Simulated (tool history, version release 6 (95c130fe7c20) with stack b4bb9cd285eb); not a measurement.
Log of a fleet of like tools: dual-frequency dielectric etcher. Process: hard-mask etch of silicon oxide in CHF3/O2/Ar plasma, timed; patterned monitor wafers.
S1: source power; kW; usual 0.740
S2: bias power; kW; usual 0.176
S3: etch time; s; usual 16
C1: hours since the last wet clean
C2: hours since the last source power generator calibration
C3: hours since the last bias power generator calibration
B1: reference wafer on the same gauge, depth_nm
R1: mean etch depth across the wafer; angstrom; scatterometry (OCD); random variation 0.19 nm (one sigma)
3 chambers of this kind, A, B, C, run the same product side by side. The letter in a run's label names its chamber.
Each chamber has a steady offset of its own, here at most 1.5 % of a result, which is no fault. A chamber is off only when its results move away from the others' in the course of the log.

| run | hour | S1 | S2 | S3 | C1 | C2 | C3 | B1 | R1 |
|---|---|---|---|---|---|---|---|---|---|
| 1C | 13.2 | 0.740 | 0.176 | 16 | 197.9 | 867.7 | 1031.1 | 38.140 | 329.31 |
| 2A | 20.0 | 0.740 | 0.176 | 16 | 194.4 | 2589.5 | 3247.8 | 38.138 | 339.55 |
| 3B | 34.1 | 0.740 | 0.176 | 16 | 168.5 | 218.2 | 1584.4 | 38.126 | 338.41 |
| 4A | 46.6 | 0.740 | 0.176 | 16 | 221.0 | 2616.1 | 3274.4 | 38.101 | 338.03 |
| 5C | 53.6 | 0.740 | 0.176 | 16 | 238.3 | 908.1 | 1071.5 | 38.084 | 334.57 |
| 6B | 60.8 | 0.740 | 0.176 | 16 | 195.2 | 244.9 | 1611.1 | 38.110 | 337.92 |
| 7B | 74.2 | 0.740 | 0.176 | 16 | 208.6 | 258.3 | 1624.5 | 38.111 | 339.53 |
| 8C | 81.6 | 0.740 | 0.176 | 13 | 266.3 | 936.1 | 1099.5 | 38.113 | 271.42 |
| 9A | 88.3 | 0.740 | 0.176 | 13 | 262.7 | 2657.8 | 3316.1 | 38.074 | 273.69 |
| 10C | 98.3 | 0.740 | 0.176 | 13 | 283.0 | 952.8 | 1116.2 | 38.108 | 271.67 |
| 11B | 108.5 | 0.740 | 0.176 | 16 | 242.9 | 292.6 | 1658.8 | 38.095 | 343.22 |
| 12A | 117.4 | 0.740 | 0.176 | 16 | 291.8 | 2686.9 | 3345.2 | 38.135 | 337.92 |
| 13A | 125.2 | 0.740 | 0.176 | 16 | 299.6 | 2694.7 | 3353.0 | 38.105 | 336.78 |
| 14B | 136.3 | 0.740 | 0.176 | 16 | 270.7 | 320.4 | 1686.6 | 38.086 | 349.24 |
| 15C | 150.0 | 0.740 | 0.176 | 16 | 334.7 | 1004.5 | 1167.9 | 38.067 | 334.61 |
|  | 158.0 | chamber C: wet clean of the chamber |
| 16A | 161.2 | 0.740 | 0.176 | 16 | 335.6 | 2730.7 | 3389.0 | 38.089 | 338.64 |
| 17C | 171.7 | 0.740 | 0.176 | 16 | 13.7 | 1026.2 | 1189.6 | 38.089 | 334.80 |
| 18B | 180.0 | 0.740 | 0.176 | 16 | 314.4 | 364.1 | 1730.3 | 38.096 | 354.75 |
| 19B | 187.2 | 0.630 | 0.176 | 16 | 321.6 | 371.3 | 1737.5 | 38.105 | 335.55 |
| 20A | 199.3 | 0.630 | 0.176 | 16 | 373.7 | 2768.8 | 3427.1 | 38.105 | 317.18 |

What goes on in this fleet: one chamber off, a drifting gauge, or nothing beyond the chambers' own small offsets? Name the chamber and the cause, if any.

Chamber B drifts away from the others.
Cause: etch rate over this chamber's usual, % = 4.74.

Here are 4 candidates for chamber B's next run, each the usual settings with a change, their results left as question marks. Which one brings its results back in line with what the others give on the usual settings?
In line means no further than this from the other chambers' mean on the usual settings: R1 6.50 angstrom
| 21B-1 | 209.5 | 0.630 | 0.176 | 16 |  |  |  |  | ? |
| 21B-2 | 209.5 | 0.740 | 0.164 | 16 |  |  |  |  | ? |
| 21B-3 | 209.5 | 0.780 | 0.176 | 16 |  |  |  |  | ? |
| 21B-4 | 209.5 | 0.850 | 0.176 | 16 |  |  |  |  | ? |

The other chambers' mean on the usual settings: R1 336.65 angstrom
| run | R1 |
|---|---|
| 21B-1 | 335.52 |
| 21B-2 | 348.72 |
| 21B-3 | 364.21 |
| 21B-4 | 376.47 |
21B-1 brings the chamber back in line.
